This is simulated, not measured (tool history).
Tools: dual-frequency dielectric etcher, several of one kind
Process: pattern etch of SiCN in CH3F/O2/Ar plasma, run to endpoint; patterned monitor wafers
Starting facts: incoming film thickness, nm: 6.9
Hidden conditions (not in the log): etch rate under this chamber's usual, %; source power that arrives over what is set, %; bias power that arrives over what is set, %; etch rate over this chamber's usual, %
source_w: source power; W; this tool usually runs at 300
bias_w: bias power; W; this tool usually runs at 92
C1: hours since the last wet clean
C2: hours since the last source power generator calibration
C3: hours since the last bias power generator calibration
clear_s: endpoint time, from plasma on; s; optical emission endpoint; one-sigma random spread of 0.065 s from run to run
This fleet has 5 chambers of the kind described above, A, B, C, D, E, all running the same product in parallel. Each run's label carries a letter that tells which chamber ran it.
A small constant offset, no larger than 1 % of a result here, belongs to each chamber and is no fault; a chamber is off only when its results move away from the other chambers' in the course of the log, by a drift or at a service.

run 1D hour=7.3 | source_w=300 bias_w=92 | C1=291.6 C2=3170.0 C3=1099.3 | clear_s=18.676
run 2C hour=15.8 | source_w=300 bias_w=92 | C1=336.3 C2=1355.8 C3=1165.4 | clear_s=18.624
run 3B hour=26.2 | source_w=300 bias_w=92 | C1=225.5 C2=715.4 C3=4149.5 | clear_s=18.738
run 4E hour=33.6 | source_w=300 bias_w=92 | C1=305.2 C2=1200.8 C3=946.4 | clear_s=18.693
run 5A hour=41.0 | source_w=300 bias_w=92 | C1=550.3 C2=2688.6 C3=978.2 | clear_s=18.784
run 6A hour=49.8 | source_w=300 bias_w=92 | C1=559.1 C2=2697.4 C3=987.0 | clear_s=18.793
run 7C hour=55.3 | source_w=300 bias_w=92 | C1=375.8 C2=1395.3 C3=1204.9 | clear_s=18.698
run 8B hour=61.2 | source_w=300 bias_w=92 | C1=260.5 C2=750.4 C3=4184.5 | clear_s=18.702
run 9E hour=68.8 | source_w=300 bias_w=92 | C1=340.4 C2=1236.0 C3=981.6 | clear_s=18.721
run 10D hour=79.2 | source_w=300 bias_w=92 | C1=363.5 C2=3241.9 C3=1171.2 | clear_s=18.668
-- hour=88.3 chamber C: wet clean of the chamber
run 11D hour=90.4 | source_w=300 bias_w=92 | C1=374.7 C2=3253.1 C3=1182.4 | clear_s=18.679
run 12A hour=97.8 | source_w=300 bias_w=92 | C1=607.1 C2=2745.4 C3=1035.0 | clear_s=18.851
run 13B hour=109.0 | source_w=300 bias_w=92 | C1=308.3 C2=798.2 C3=4232.3 | clear_s=18.689
run 14C hour=117.5 | source_w=300 bias_w=92 | C1=29.2 C2=1457.5 C3=1267.1 | clear_s=18.790
-- hour=118.5 chamber A: wet clean of the chamber
run 15E hour=129.1 | source_w=300 bias_w=92 | C1=400.7 C2=1296.3 C3=1041.9 | clear_s=18.670
run 16D hour=136.5 | source_w=250 bias_w=92 | C1=420.8 C2=3299.2 C3=1228.5 | clear_s=20.065
-- hour=141.7 chamber B: wet clean of the chamber
run 17B hour=144.6 | source_w=250 bias_w=92 | C1=3.0 C2=833.8 C3=4267.9 | clear_s=19.967
run 18C hour=152.0 | source_w=250 bias_w=92 | C1=63.7 C2=1492.0 C3=1301.6 | clear_s=20.045
run 19E hour=157.8 | source_w=250 bias_w=92 | C1=429.4 C2=1325.0 C3=1070.6 | clear_s=19.993
run 20A hour=168.6 | source_w=250 bias_w=92 | C1=50.1 C2=2816.2 C3=1105.8 | clear_s=20.143
run 21D hour=176.3 | source_w=300 bias_w=92 | C1=460.6 C2=3339.0 C3=1268.3 | clear_s=18.842
-- hour=182.3 chamber E: wet clean of the chamber
run 22B hour=187.7 | source_w=260 bias_w=84 | C1=46.1 C2=876.9 C3=4311.0 | clear_s=20.287
run 23C hour=193.2 | source_w=260 bias_w=84 | C1=104.9 C2=1533.2 C3=1342.8 | clear_s=20.277
run 24A hour=199.2 | source_w=260 bias_w=84 | C1=80.7 C2=2846.8 C3=1136.4 | clear_s=20.581
run 25E hour=210.3 | source_w=260 bias_w=84 | C1=28.1 C2=1377.5 C3=1123.1 | clear_s=20.504
run 26D hour=219.1 | source_w=260 bias_w=84 | C1=503.4 C2=3381.8 C3=1311.1 | clear_s=20.628
run 27A hour=227.7 | source_w=300 bias_w=92 | C1=109.2 C2=2875.3 C3=1164.9 | clear_s=18.725
run 28E hour=235.7 | source_w=230 bias_w=92 | C1=53.5 C2=1402.9 C3=1148.5 | clear_s=20.749
run 29B hour=241.2 | source_w=230 bias_w=92 | C1=99.6 C2=930.4 C3=4364.5 | clear_s=20.523
run 30C hour=252.8 | source_w=230 bias_w=92 | C1=164.5 C2=1592.8 C3=1402.4 | clear_s=20.524
run 31A hour=259.8 | source_w=230 bias_w=92 | C1=141.3 C2=2907.4 C3=1197.0 | clear_s=20.678
run 32C hour=268.4 | source_w=230 bias_w=92 | C1=180.1 C2=1608.4 C3=1418.0 | clear_s=20.557
run 33E hour=276.6 | source_w=360 bias_w=92 | C1=94.4 C2=1443.8 C3=1189.4 | clear_s=17.526
run 34B hour=287.8 | source_w=360 bias_w=92 | C1=146.2 C2=977.0 C3=4411.1 | clear_s=17.477
run 35D hour=296.5 | source_w=360 bias_w=92 | C1=580.8 C2=3459.2 C3=1388.5 | clear_s=17.803
run 36E hour=303.1 | source_w=360 bias_w=92 | C1=120.9 C2=1470.3 C3=1215.9 | clear_s=17.572
run 37A hour=314.9 | source_w=360 bias_w=92 | C1=196.4 C2=2962.5 C3=1252.1 | clear_s=17.566

Next, every chamber runs the same settings. What will each give?
run 38A hour=323.9 | source_w=300 bias_w=84 | clear_s=?
run 38B hour=323.9 | source_w=300 bias_w=84 | clear_s=?
run 38C hour=323.9 | source_w=300 bias_w=84 | clear_s=?
run 38D hour=323.9 | source_w=300 bias_w=84 | clear_s=?
run 38E hour=323.9 | source_w=300 bias_w=84 | clear_s=?

run=38A clear_s=19.514
run=38B clear_s=19.279
run=38C clear_s=19.180
run=38D clear_s=19.686
run=38E clear_s=19.408

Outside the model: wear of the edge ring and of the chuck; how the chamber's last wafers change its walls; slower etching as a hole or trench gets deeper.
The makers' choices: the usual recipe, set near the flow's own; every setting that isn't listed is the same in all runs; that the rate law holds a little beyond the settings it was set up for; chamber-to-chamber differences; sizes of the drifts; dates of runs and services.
